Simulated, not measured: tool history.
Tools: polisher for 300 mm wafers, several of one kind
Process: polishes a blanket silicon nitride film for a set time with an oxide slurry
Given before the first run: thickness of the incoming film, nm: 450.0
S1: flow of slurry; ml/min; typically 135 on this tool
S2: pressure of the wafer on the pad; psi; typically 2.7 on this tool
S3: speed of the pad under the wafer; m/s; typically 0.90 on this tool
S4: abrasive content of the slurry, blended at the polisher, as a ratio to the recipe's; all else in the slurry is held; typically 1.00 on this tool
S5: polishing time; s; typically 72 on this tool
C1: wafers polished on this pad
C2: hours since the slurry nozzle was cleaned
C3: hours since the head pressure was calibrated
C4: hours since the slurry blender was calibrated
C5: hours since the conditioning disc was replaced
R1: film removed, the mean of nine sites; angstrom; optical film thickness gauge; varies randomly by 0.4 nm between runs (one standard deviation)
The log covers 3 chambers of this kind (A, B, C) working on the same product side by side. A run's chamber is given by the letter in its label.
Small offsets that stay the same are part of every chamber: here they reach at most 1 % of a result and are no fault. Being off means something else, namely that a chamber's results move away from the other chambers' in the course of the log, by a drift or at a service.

| run | day | S1 | S2 | S3 | S4 | S5 | C1 | C2 | C3 | C4 | C5 | R1 |
|---|---|---|---|---|---|---|---|---|---|---|---|---|
| 1C | 0.396 | 135 | 2.7 | 0.90 | 1.00 | 72 | 628 | 321.9 | 433.9 | 102.4 | 443.2 | 351.58 |
| 2B | 0.608 | 135 | 2.7 | 0.90 | 1.00 | 72 | 335 | 276.5 | 385.5 | 173.0 | 45.3 | 343.85 |
|  | 0.704 | chamber B: slurry nozzle cleaned |
| 3A | 0.946 | 135 | 2.7 | 0.90 | 1.00 | 72 | 504 | 186.4 | 79.0 | 98.0 | 78.8 | 351.92 |
|  | 1.050 | chamber C: worn pad replaced by a new one |
| 4B | 1.162 | 135 | 2.7 | 0.90 | 1.00 | 72 | 417 | 11.0 | 398.8 | 186.3 | 58.6 | 350.28 |
| 5A | 1.517 | 135 | 2.7 | 0.90 | 1.00 | 72 | 589 | 200.1 | 92.7 | 111.7 | 92.5 | 355.59 |
| 6C | 1.854 | 135 | 2.7 | 0.90 | 1.00 | 72 | 119 | 356.9 | 468.9 | 137.4 | 478.2 | 350.42 |
| 7C | 2.062 | 135 | 2.7 | 0.90 | 1.00 | 72 | 149 | 361.9 | 473.9 | 142.4 | 483.2 | 349.03 |
| 8B | 2.342 | 135 | 2.7 | 0.90 | 1.00 | 72 | 590 | 39.3 | 427.1 | 214.6 | 86.9 | 345.13 |
|  | 2.675 | chamber A: worn pad replaced by a new one |
| 9A | 2.742 | 135 | 2.7 | 0.90 | 1.00 | 72 | 10 | 229.5 | 122.1 | 141.1 | 121.9 | 350.23 |
|  | 3.038 | chamber B: worn pad replaced by a new one |
| 10B | 3.125 | 135 | 2.7 | 0.90 | 1.00 | 72 | 13 | 58.1 | 445.9 | 233.4 | 105.7 | 342.24 |
| 11C | 3.392 | 135 | 2.7 | 0.90 | 1.00 | 72 | 346 | 393.8 | 505.8 | 174.3 | 515.1 | 344.91 |
|  | 3.646 | chamber C: slurry blender recalibrated |
| 12A | 3.725 | 135 | 2.7 | 0.90 | 1.00 | 72 | 155 | 253.1 | 145.7 | 164.7 | 145.5 | 354.56 |
| 13A | 4.033 | 135 | 2.7 | 0.90 | 0.75 | 72 | 200 | 260.5 | 153.1 | 172.1 | 152.9 | 296.99 |
| 14C | 4.333 | 135 | 2.7 | 0.90 | 0.75 | 72 | 484 | 416.4 | 528.4 | 16.6 | 537.7 | 303.26 |
|  | 4.350 | chamber C: conditioning disc replaced and pad reconditioned |
| 15B | 4.717 | 135 | 2.7 | 0.90 | 0.75 | 72 | 247 | 96.3 | 484.1 | 271.6 | 143.9 | 296.86 |
| 16B | 4.946 | 135 | 2.7 | 0.90 | 1.00 | 72 | 281 | 101.8 | 489.6 | 277.1 | 149.4 | 341.07 |
| 17C | 5.167 | 135 | 1.9 | 0.90 | 1.00 | 72 | 607 | 436.4 | 548.4 | 36.6 | 19.6 | 248.17 |
| 18A | 5.521 | 135 | 1.9 | 0.90 | 1.00 | 72 | 420 | 296.2 | 188.8 | 207.8 | 188.6 | 237.72 |
| 19B | 5.912 | 135 | 1.9 | 0.90 | 1.00 | 72 | 424 | 125.0 | 512.8 | 300.3 | 172.6 | 246.05 |
|  | 6.083 | chamber C: worn pad replaced by a new one |
| 20A | 6.167 | 135 | 2.7 | 0.90 | 1.00 | 72 | 515 | 311.7 | 204.3 | 223.3 | 204.1 | 335.45 |
| 21C | 6.379 | 135 | 2.7 | 0.90 | 1.00 | 72 | 44 | 465.5 | 577.5 | 65.7 | 48.7 | 341.66 |
| 22A | 6.696 | 135 | 2.7 | 0.90 | 1.00 | 72 | 593 | 324.4 | 217.0 | 236.0 | 216.8 | 343.92 |
| 23B | 7.004 | 135 | 2.7 | 0.62 | 1.00 | 72 | 585 | 151.2 | 539.0 | 326.5 | 198.8 | 259.80 |
| 24C | 7.217 | 135 | 2.7 | 0.62 | 1.00 | 72 | 167 | 485.6 | 597.6 | 85.8 | 68.8 | 257.69 |
|  | 7.317 | chamber A: worn pad replaced by a new one |
| 25B | 7.392 | 135 | 2.7 | 0.62 | 1.00 | 72 | 642 | 160.5 | 548.3 | 335.8 | 208.1 | 259.79 |
| 26A | 7.788 | 135 | 2.7 | 0.90 | 1.00 | 72 | 69 | 350.6 | 243.2 | 262.2 | 243.0 | 335.46 |
|  | 8.029 | chamber B: worn pad replaced by a new one |
| 27C | 8.183 | 135 | 2.7 | 0.90 | 1.00 | 72 | 310 | 508.8 | 620.8 | 109.0 | 92.0 | 351.57 |
| 28C | 8.521 | 135 | 2.7 | 0.90 | 1.00 | 72 | 360 | 516.9 | 628.9 | 117.1 | 100.1 | 344.47 |
|  | 8.771 | chamber A: conditioning disc replaced and pad reconditioned |
| 29B | 8.867 | 115 | 2.7 | 0.90 | 1.10 | 72 | 123 | 195.9 | 583.7 | 371.2 | 243.5 | 351.57 |
| 30A | 9.167 | 115 | 2.7 | 0.90 | 1.10 | 72 | 273 | 383.7 | 276.3 | 295.3 | 9.5 | 331.41 |
| 31B | 9.383 | 115 | 2.7 | 0.90 | 1.10 | 72 | 199 | 208.3 | 596.1 | 383.6 | 255.9 | 346.39 |
| 32A | 9.667 | 135 | 2.7 | 0.90 | 1.00 | 72 | 347 | 395.7 | 288.3 | 307.3 | 21.5 | 324.09 |
| 33C | 9.942 | 135 | 2.7 | 0.90 | 1.00 | 72 | 569 | 551.0 | 663.0 | 151.2 | 134.2 | 356.05 |

For the next run the whole fleet of 3 chambers uses the same settings. Give each chamber's results:
| 34A | 10.233 | 135 | 2.7 | 0.90 | 1.00 | 72 |  |  |  |  |  | ? |
| 34B | 10.233 | 135 | 2.7 | 0.90 | 1.00 | 72 |  |  |  |  |  | ? |
| 34C | 10.233 | 135 | 2.7 | 0.90 | 1.00 | 72 |  |  |  |  |  | ? |

| run | R1 |
|---|---|
| 34A | 331.83 |
| 34B | 343.98 |
| 34C | 345.42 |
